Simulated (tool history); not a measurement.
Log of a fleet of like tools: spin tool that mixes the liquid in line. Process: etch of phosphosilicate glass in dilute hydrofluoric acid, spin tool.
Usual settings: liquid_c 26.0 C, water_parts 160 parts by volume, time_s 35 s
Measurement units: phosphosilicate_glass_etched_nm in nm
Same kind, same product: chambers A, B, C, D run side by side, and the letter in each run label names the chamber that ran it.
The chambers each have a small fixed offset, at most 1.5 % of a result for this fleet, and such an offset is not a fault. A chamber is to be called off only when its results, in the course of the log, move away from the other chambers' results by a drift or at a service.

run	day	liquid_c	water_parts	time_s	hours since the thermometer was replaced	hours since the hydrofluoric acid flow meter was replaced	read-back film thickness of the phosphosilicate glass reference wafer, read on the same gauge (nm)	phosphosilicate_glass_etched_nm
1B	0.325	26.0	160	35	1295.0	648.5	119.99	16.509
2C	0.700	26.0	160	35	998.5	1647.1	120.00	15.654
3D	1.125	26.0	160	35	1128.2	161.6	119.99	16.445
4A	1.429	26.0	160	35	2660.2	809.2	119.99	16.230
5D	1.908	26.0	160	35	1147.0	180.4	120.02	16.557
6C	2.342	26.0	160	35	1037.9	1686.5	119.97	15.697
7B	2.854	26.0	160	35	1355.7	709.2	120.02	16.527
8A	3.138	26.0	160	35	2701.2	850.2	120.03	15.978
9A	3.500	26.0	160	35	2709.9	858.9	119.99	16.121
10D	3.971	26.0	160	35	1196.5	229.9	120.01	16.453
11B	4.404	28.0	160	35	1392.9	746.4	120.00	17.190
12C	4.925	28.0	160	35	1099.9	1748.5	120.02	17.253
13A	5.317	28.0	160	35	2753.5	902.5	119.99	17.628
# day 5.479: chamber A: thermometer replaced
14B	5.600	28.0	160	35	1421.6	775.1	119.99	17.510
15C	6.038	26.0	160	35	1126.6	1775.2	119.98	16.050
16D	6.458	26.0	160	35	1256.2	289.6	120.01	16.195
17A	6.896	26.0	160	35	34.1	940.4	120.00	16.101
18B	7.333	26.0	160	35	1463.2	816.7	119.98	16.141
19D	7.729	26.0	160	35	1286.7	320.1	120.02	16.446
20C	8.175	30.5	200	35	1177.9	1826.5	119.99	14.133
21A	8.488	30.5	200	35	72.3	978.6	119.97	14.466
22B	8.812	30.5	200	35	1498.7	852.2	119.99	14.106
23C	9.379	30.5	200	35	1206.8	1855.4	120.00	14.170
24D	9.892	26.0	160	35	1338.6	372.0	119.97	16.429
25C	10.417	26.0	160	35	1231.7	1880.3	120.00	15.824
26A	10.792	26.0	160	35	127.6	1033.9	119.98	16.346
27B	11.262	26.0	160	35	1557.5	911.0	119.99	15.699
28D	11.542	26.0	160	35	1378.2	411.6	120.03	16.055
29A	12.054	26.0	160	35	157.9	1064.2	120.01	16.291
# day 12.296: chamber C: hydrofluoric acid flow meter replaced
30C	12.375	26.0	160	35	1278.7	1.9	119.98	16.230
31B	12.738	26.0	160	35	1592.9	946.4	119.99	15.373
32D	13.238	26.0	160	35	1418.9	452.3	120.02	16.275
33B	13.788	26.0	160	35	1618.1	971.6	120.00	15.393
34C	14.346	26.0	160	35	1326.0	49.2	120.00	15.870
35A	14.654	26.0	160	35	220.3	1126.6	120.01	16.161
36D	14.975	26.0	160	35	1460.6	494.0	120.00	16.527
37C	15.429	26.0	160	35	1352.0	75.2	120.00	15.860
38D	15.833	26.0	160	35	1481.2	514.6	120.00	16.273
39A	16.379	26.0	160	35	261.7	1168.0	120.00	16.169
40B	16.696	26.0	160	35	1687.9	1041.4	120.00	14.760
41D	17.200	26.0	160	35	1514.0	547.4	120.00	16.242
42B	17.750	26.0	160	35	1713.2	1066.7	119.98	14.509

Each of the 4 chambers runs these same settings next. Fill in every chamber's results:
43A	18.162	26.0	160	35				?
43B	18.162	26.0	160	35				?
43C	18.162	26.0	160	35				?
43D	18.162	26.0	160	35				?

run	phosphosilicate_glass_etched_nm
43A	16.239
43B	14.966
43C	16.029
43D	16.267
